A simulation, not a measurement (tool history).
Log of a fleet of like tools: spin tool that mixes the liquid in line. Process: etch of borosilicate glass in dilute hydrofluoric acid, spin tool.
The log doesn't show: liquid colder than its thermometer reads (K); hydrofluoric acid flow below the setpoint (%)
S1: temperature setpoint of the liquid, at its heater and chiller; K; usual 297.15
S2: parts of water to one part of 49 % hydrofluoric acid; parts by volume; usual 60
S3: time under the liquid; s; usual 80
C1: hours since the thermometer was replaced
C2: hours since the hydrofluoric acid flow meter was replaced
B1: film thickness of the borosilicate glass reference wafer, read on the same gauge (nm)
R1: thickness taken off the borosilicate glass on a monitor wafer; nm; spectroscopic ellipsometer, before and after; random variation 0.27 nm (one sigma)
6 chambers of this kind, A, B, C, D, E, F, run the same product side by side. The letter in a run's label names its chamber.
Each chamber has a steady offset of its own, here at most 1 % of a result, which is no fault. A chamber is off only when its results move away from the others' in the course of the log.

At day 0.158: chamber C: hydrofluoric acid flow meter replaced.
Run 1B, day 0.267: usual settings; C1 86.5; C2 1045.3; B1 69.988. Result: R1 33.851 nm.
Run 2D, day 0.671: usual settings; C1 958.2; C2 325.1; B1 70.021. Result: R1 33.332 nm.
Run 3C, day 1.058: usual settings; C1 2088.0; C2 21.7; B1 69.998. Result: R1 33.717 nm.
Run 4F, day 1.442: usual settings; C1 2429.0; C2 956.2; B1 70.021. Result: R1 33.750 nm.
Run 5E, day 1.742: usual settings; C1 667.7; C2 363.0; B1 69.958. Result: R1 33.314 nm.
Run 6A, day 2.025: usual settings but S2 75 parts by volume, S3 115 s; C1 216.0; C2 1321.0; B1 70.001. Result: R1 38.604 nm.
At day 2.054: chamber D: thermometer replaced.
Run 7F, day 2.225: usual settings but S2 75 parts by volume, S3 115 s; C1 2447.8; C2 975.0; B1 69.982. Result: R1 38.076 nm.
Run 8C, day 2.625: usual settings but S2 75 parts by volume, S3 115 s; C1 2125.6; C2 59.3; B1 70.027. Result: R1 38.671 nm.
Run 9A, day 2.992: usual settings but S2 75 parts by volume, S3 115 s; C1 239.2; C2 1344.2; B1 69.993. Result: R1 38.296 nm.
Run 10D, day 3.338: usual settings but S2 75 parts by volume, S3 115 s; C1 30.9; C2 389.1; B1 70.010. Result: R1 36.911 nm.
Run 11B, day 3.771: usual settings but S2 75 parts by volume, S3 115 s; C1 170.6; C2 1129.4; B1 70.021. Result: R1 38.388 nm.
Run 12E, day 3.983: usual settings; C1 721.5; C2 416.8; B1 70.022. Result: R1 33.413 nm.
Run 13B, day 4.404: usual settings; C1 185.8; C2 1144.6; B1 69.993. Result: R1 33.593 nm.
At day 4.446: chamber E: hydrofluoric acid flow meter replaced.
Run 14D, day 4.821: usual settings; C1 66.5; C2 424.7; B1 70.037. Result: R1 32.692 nm.
Run 15C, day 5.054: usual settings; C1 2183.9; C2 117.6; B1 69.985. Result: R1 34.137 nm.
Run 16E, day 5.496: usual settings; C1 757.8; C2 25.2; B1 70.001. Result: R1 33.535 nm.
At day 5.754: chamber E: thermometer replaced.
Run 17A, day 5.758: usual settings but S2 85 parts by volume; C1 305.6; C2 1410.6; B1 70.004. Result: R1 23.225 nm.
Run 18F, day 6.121: usual settings but S2 85 parts by volume; C1 2541.3; C2 1068.5; B1 69.990. Result: R1 22.864 nm.
Run 19B, day 6.479: usual settings but S2 85 parts by volume; C1 235.6; C2 1194.4; B1 70.023. Result: R1 23.272 nm.
Run 20C, day 6.783: usual settings but S2 85 parts by volume; C1 2225.4; C2 159.1; B1 70.008. Result: R1 23.421 nm.
Run 21D, day 7.179: usual settings but S2 85 parts by volume; C1 123.1; C2 481.3; B1 69.976. Result: R1 21.599 nm.
Run 22E, day 7.396: usual settings but S2 85 parts by volume; C1 39.4; C2 70.8; B1 70.038. Result: R1 22.750 nm.
Run 23A, day 7.738: usual settings but S1 293.65 K, S2 35 parts by volume; C1 353.1; C2 1458.1; B1 70.014. Result: R1 51.771 nm.
Run 24F, day 8.083: usual settings but S1 293.65 K, S2 35 parts by volume; C1 2588.4; C2 1115.6; B1 70.004. Result: R1 52.119 nm.
Run 25E, day 8.279: usual settings but S1 293.65 K, S2 35 parts by volume; C1 60.6; C2 92.0; B1 69.993. Result: R1 51.781 nm.
At day 8.371: chamber C: thermometer replaced.
Run 26A, day 8.567: usual settings but S1 293.65 K, S2 35 parts by volume; C1 373.0; C2 1478.0; B1 69.995. Result: R1 52.952 nm.
Run 27D, day 8.892: usual settings but S1 293.65 K, S2 35 parts by volume; C1 164.2; C2 522.4; B1 69.965. Result: R1 48.929 nm.
Run 28C, day 9.112: usual settings but S1 293.65 K, S2 35 parts by volume; C1 17.8; C2 215.0; B1 70.007. Result: R1 51.346 nm.
Run 29B, day 9.529: usual settings; C1 308.8; C2 1267.6; B1 70.026. Result: R1 34.239 nm.
At day 9.538: chamber F: thermometer replaced.
Run 30F, day 9.908: usual settings; C1 8.9; C2 1159.4; B1 69.987. Result: R1 33.684 nm.
Run 31C, day 10.217: usual settings; C1 44.3; C2 241.5; B1 69.985. Result: R1 33.811 nm.
Run 32B, day 10.554: usual settings; C1 333.4; C2 1292.2; B1 70.040. Result: R1 33.701 nm.
Run 33D, day 10.825: usual settings; C1 210.6; C2 568.8; B1 70.000. Result: R1 30.974 nm.
Run 34E, day 11.046: usual settings; C1 127.0; C2 158.4; B1 70.002. Result: R1 33.496 nm.
Run 35F, day 11.288: usual settings; C1 42.0; C2 1192.5; B1 69.991. Result: R1 34.394 nm.
Run 36A, day 11.554: usual settings; C1 444.7; C2 1549.7; B1 69.963. Result: R1 33.584 nm.
Run 37D, day 11.925: usual settings; C1 237.0; C2 595.2; B1 69.994. Result: R1 31.030 nm.
Run 38B, day 12.146: usual settings; C1 371.6; C2 1330.4; B1 70.009. Result: R1 33.426 nm.
Run 39C, day 12.346: usual settings; C1 95.4; C2 292.6; B1 70.016. Result: R1 34.312 nm.
Run 40F, day 12.700: usual settings; C1 75.9; C2 1226.4; B1 70.002. Result: R1 33.921 nm.
Run 41A, day 13.104: usual settings; C1 481.9; C2 1586.9; B1 70.016. Result: R1 33.847 nm.
At day 13.225: chamber A: hydrofluoric acid flow meter replaced.
Run 42E, day 13.300: usual settings; C1 181.1; C2 212.5; B1 69.951. Result: R1 33.565 nm.
Run 43D, day 13.546: usual settings; C1 275.9; C2 634.1; B1 69.985. Result: R1 29.966 nm.
Run 44A, day 13.758: usual settings; C1 497.6; C2 12.8; B1 69.946. Result: R1 33.802 nm.

All 6 chambers run these settings next. Forecast each chamber's results:
Run 45A, day 14.075: usual settings but S3 95 s. Result: R1 ?.
Run 45B, day 14.075: usual settings but S3 95 s. Result: R1 ?.
Run 45C, day 14.075: usual settings but S3 95 s. Result: R1 ?.
Run 45D, day 14.075: usual settings but S3 95 s. Result: R1 ?.
Run 45E, day 14.075: usual settings but S3 95 s. Result: R1 ?.
Run 45F, day 14.075: usual settings but S3 95 s. Result: R1 ?.

run      R1
45A  40.173
45B  40.244
45C  40.907
45D  35.426
45E  39.739
45F  39.376
